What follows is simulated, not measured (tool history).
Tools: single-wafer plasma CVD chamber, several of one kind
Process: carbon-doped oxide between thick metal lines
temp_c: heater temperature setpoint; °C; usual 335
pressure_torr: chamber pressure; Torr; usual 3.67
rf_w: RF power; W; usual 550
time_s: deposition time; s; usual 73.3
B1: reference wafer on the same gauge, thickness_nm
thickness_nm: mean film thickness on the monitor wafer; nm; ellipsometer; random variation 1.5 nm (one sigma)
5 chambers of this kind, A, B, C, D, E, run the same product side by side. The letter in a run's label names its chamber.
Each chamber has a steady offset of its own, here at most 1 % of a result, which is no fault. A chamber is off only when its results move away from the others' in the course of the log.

{"run": "1E", "hour": 4.2, "temp_c": 335, "pressure_torr": 3.67, "rf_w": 550, "time_s": 73.3, "B1": 343.87, "thickness_nm": 392.17}
{"run": "2A", "hour": 10.6, "temp_c": 335, "pressure_torr": 3.67, "rf_w": 550, "time_s": 73.3, "B1": 343.66, "thickness_nm": 394.85}
{"run": "3B", "hour": 14.9, "temp_c": 335, "pressure_torr": 3.67, "rf_w": 550, "time_s": 73.3, "B1": 343.97, "thickness_nm": 389.85}
{"run": "4D", "hour": 20.0, "temp_c": 335, "pressure_torr": 3.67, "rf_w": 550, "time_s": 73.3, "B1": 344.47, "thickness_nm": 392.59}
{"run": "5C", "hour": 23.8, "temp_c": 335, "pressure_torr": 3.67, "rf_w": 550, "time_s": 73.3, "B1": 343.78, "thickness_nm": 387.89}
{"run": "6A", "hour": 29.1, "temp_c": 341, "pressure_torr": 3.67, "rf_w": 550, "time_s": 73.3, "B1": 343.86, "thickness_nm": 386.97}
{"run": "7D", "hour": 35.0, "temp_c": 341, "pressure_torr": 3.67, "rf_w": 550, "time_s": 73.3, "B1": 344.35, "thickness_nm": 383.61}
{"hour": 36.9, "done": "chamber C: RF generator calibrated"}
{"run": "8B", "hour": 41.2, "temp_c": 341, "pressure_torr": 3.67, "rf_w": 550, "time_s": 73.3, "B1": 343.82, "thickness_nm": 380.86}
{"run": "9E", "hour": 45.0, "temp_c": 341, "pressure_torr": 3.67, "rf_w": 550, "time_s": 73.3, "B1": 344, "thickness_nm": 388.13}
{"run": "10C", "hour": 50.2, "temp_c": 341, "pressure_torr": 3.67, "rf_w": 550, "time_s": 73.3, "B1": 343.76, "thickness_nm": 383.69}
{"run": "11B", "hour": 56.1, "temp_c": 335, "pressure_torr": 3.67, "rf_w": 550, "time_s": 73.3, "B1": 344.04, "thickness_nm": 386.15}
{"run": "12C", "hour": 59.4, "temp_c": 335, "pressure_torr": 3.67, "rf_w": 550, "time_s": 73.3, "B1": 343.64, "thickness_nm": 390.88}
{"run": "13E", "hour": 63.1, "temp_c": 335, "pressure_torr": 3.67, "rf_w": 550, "time_s": 73.3, "B1": 344.28, "thickness_nm": 391.39}
{"run": "14D", "hour": 67.5, "temp_c": 335, "pressure_torr": 3.67, "rf_w": 550, "time_s": 73.3, "B1": 343.73, "thickness_nm": 391.22}
{"run": "15A", "hour": 72.9, "temp_c": 335, "pressure_torr": 3.67, "rf_w": 550, "time_s": 73.3, "B1": 343.72, "thickness_nm": 397.51}
{"run": "16D", "hour": 76.0, "temp_c": 335, "pressure_torr": 3.67, "rf_w": 550, "time_s": 73.3, "B1": 343.92, "thickness_nm": 390.71}
{"run": "17B", "hour": 79.1, "temp_c": 335, "pressure_torr": 3.67, "rf_w": 550, "time_s": 73.3, "B1": 343.98, "thickness_nm": 387.68}
{"run": "18A", "hour": 82.8, "temp_c": 335, "pressure_torr": 3.67, "rf_w": 550, "time_s": 73.3, "B1": 343.59, "thickness_nm": 393.36}
{"run": "19C", "hour": 86.4, "temp_c": 344, "pressure_torr": 3.67, "rf_w": 500, "time_s": 73.3, "B1": 344.2, "thickness_nm": 357.9}
{"run": "20E", "hour": 92.9, "temp_c": 344, "pressure_torr": 3.67, "rf_w": 500, "time_s": 73.3, "B1": 343.8, "thickness_nm": 362.31}
{"run": "21D", "hour": 98.7, "temp_c": 344, "pressure_torr": 3.67, "rf_w": 500, "time_s": 73.3, "B1": 343.86, "thickness_nm": 361.19}
{"run": "22A", "hour": 105.3, "temp_c": 344, "pressure_torr": 3.67, "rf_w": 500, "time_s": 73.3, "B1": 344.11, "thickness_nm": 363.13}
{"run": "23E", "hour": 110.8, "temp_c": 344, "pressure_torr": 3.67, "rf_w": 500, "time_s": 73.3, "B1": 344.15, "thickness_nm": 360.94}
{"run": "24B", "hour": 117.8, "temp_c": 322, "pressure_torr": 3.67, "rf_w": 550, "time_s": 73.3, "B1": 343.97, "thickness_nm": 399}
{"run": "25C", "hour": 124.1, "temp_c": 322, "pressure_torr": 3.67, "rf_w": 550, "time_s": 73.3, "B1": 343.79, "thickness_nm": 408.34}
{"run": "26E", "hour": 128.3, "temp_c": 322, "pressure_torr": 3.67, "rf_w": 550, "time_s": 73.3, "B1": 343.91, "thickness_nm": 407.75}
{"run": "27B", "hour": 132.7, "temp_c": 322, "pressure_torr": 3.67, "rf_w": 550, "time_s": 73.3, "B1": 343.93, "thickness_nm": 397.67}
{"run": "28D", "hour": 138.8, "temp_c": 322, "pressure_torr": 3.67, "rf_w": 550, "time_s": 73.3, "B1": 344.09, "thickness_nm": 411.08}
{"run": "29A", "hour": 144.2, "temp_c": 335, "pressure_torr": 3.67, "rf_w": 550, "time_s": 73.3, "B1": 343.87, "thickness_nm": 393.86}
{"run": "30C", "hour": 150.3, "temp_c": 335, "pressure_torr": 3.67, "rf_w": 550, "time_s": 73.3, "B1": 343.86, "thickness_nm": 387.86}
{"run": "31A", "hour": 155.3, "temp_c": 335, "pressure_torr": 3.67, "rf_w": 550, "time_s": 73.3, "B1": 343.9, "thickness_nm": 392.73}
{"run": "32E", "hour": 158.7, "temp_c": 335, "pressure_torr": 3.67, "rf_w": 550, "time_s": 73.3, "B1": 344.11, "thickness_nm": 391.98}
{"run": "33D", "hour": 165.3, "temp_c": 335, "pressure_torr": 3.67, "rf_w": 550, "time_s": 73.3, "B1": 343.91, "thickness_nm": 390.12}
{"run": "34B", "hour": 170.7, "temp_c": 335, "pressure_torr": 3.67, "rf_w": 550, "time_s": 73.3, "B1": 343.95, "thickness_nm": 379.04}
{"run": "35C", "hour": 177.5, "temp_c": 335, "pressure_torr": 3.67, "rf_w": 550, "time_s": 73.3, "B1": 343.89, "thickness_nm": 389.22}
{"run": "36A", "hour": 181.6, "temp_c": 335, "pressure_torr": 3.67, "rf_w": 550, "time_s": 73.3, "B1": 344.52, "thickness_nm": 395.43}
{"run": "37B", "hour": 188.0, "temp_c": 335, "pressure_torr": 3.67, "rf_w": 550, "time_s": 73.3, "B1": 344.03, "thickness_nm": 378.48}
{"run": "38D", "hour": 193.7, "temp_c": 335, "pressure_torr": 3.67, "rf_w": 550, "time_s": 73.3, "B1": 343.84, "thickness_nm": 394.38}
{"run": "39E", "hour": 198.0, "temp_c": 335, "pressure_torr": 3.67, "rf_w": 550, "time_s": 73.3, "B1": 343.87, "thickness_nm": 391.25}
{"run": "40C", "hour": 204.4, "temp_c": 335, "pressure_torr": 3.67, "rf_w": 550, "time_s": 73.3, "B1": 343.97, "thickness_nm": 391.14}
{"run": "41B", "hour": 211.1, "temp_c": 335, "pressure_torr": 3.67, "rf_w": 550, "time_s": 73.3, "B1": 344.21, "thickness_nm": 376.76}

What goes on in this fleet: one chamber off, a drifting gauge, or nothing beyond the chambers' own small offsets? Name the chamber and the cause, if any.

Chamber B drifts away from the others.
Cause: delivered RF power below the setpoint (%) = 6.06.

Here are 4 candidates for chamber B's next run, each the usual settings with a change, their results left as question marks. Which one brings its results back in line with what the others give on the usual settings?
In line means no further than this from the other chambers' mean on the usual settings: thickness_nm 5.3 nm
{"run": "42B-1", "hour": 216.1, "temp_c": 336, "pressure_torr": 3.67, "rf_w": 550, "time_s": 70.1, "thickness_nm": "?"}
{"run": "42B-2", "hour": 216.1, "temp_c": 336, "pressure_torr": 3.63, "rf_w": 535, "time_s": 69.8, "thickness_nm": "?"}
{"run": "42B-3", "hour": 216.1, "temp_c": 335, "pressure_torr": 3.69, "rf_w": 560, "time_s": 75.6, "thickness_nm": "?"}
{"run": "42B-4", "hour": 216.1, "temp_c": 334, "pressure_torr": 3.72, "rf_w": 550, "time_s": 78.1, "thickness_nm": "?"}

The other chambers' mean on the usual settings: thickness_nm 391.74 nm
run=42B-1 thickness_nm=356.91
run=42B-2 thickness_nm=348.81
run=42B-3 thickness_nm=390.51
run=42B-4 thickness_nm=400.43
42B-3 brings the chamber back in line.

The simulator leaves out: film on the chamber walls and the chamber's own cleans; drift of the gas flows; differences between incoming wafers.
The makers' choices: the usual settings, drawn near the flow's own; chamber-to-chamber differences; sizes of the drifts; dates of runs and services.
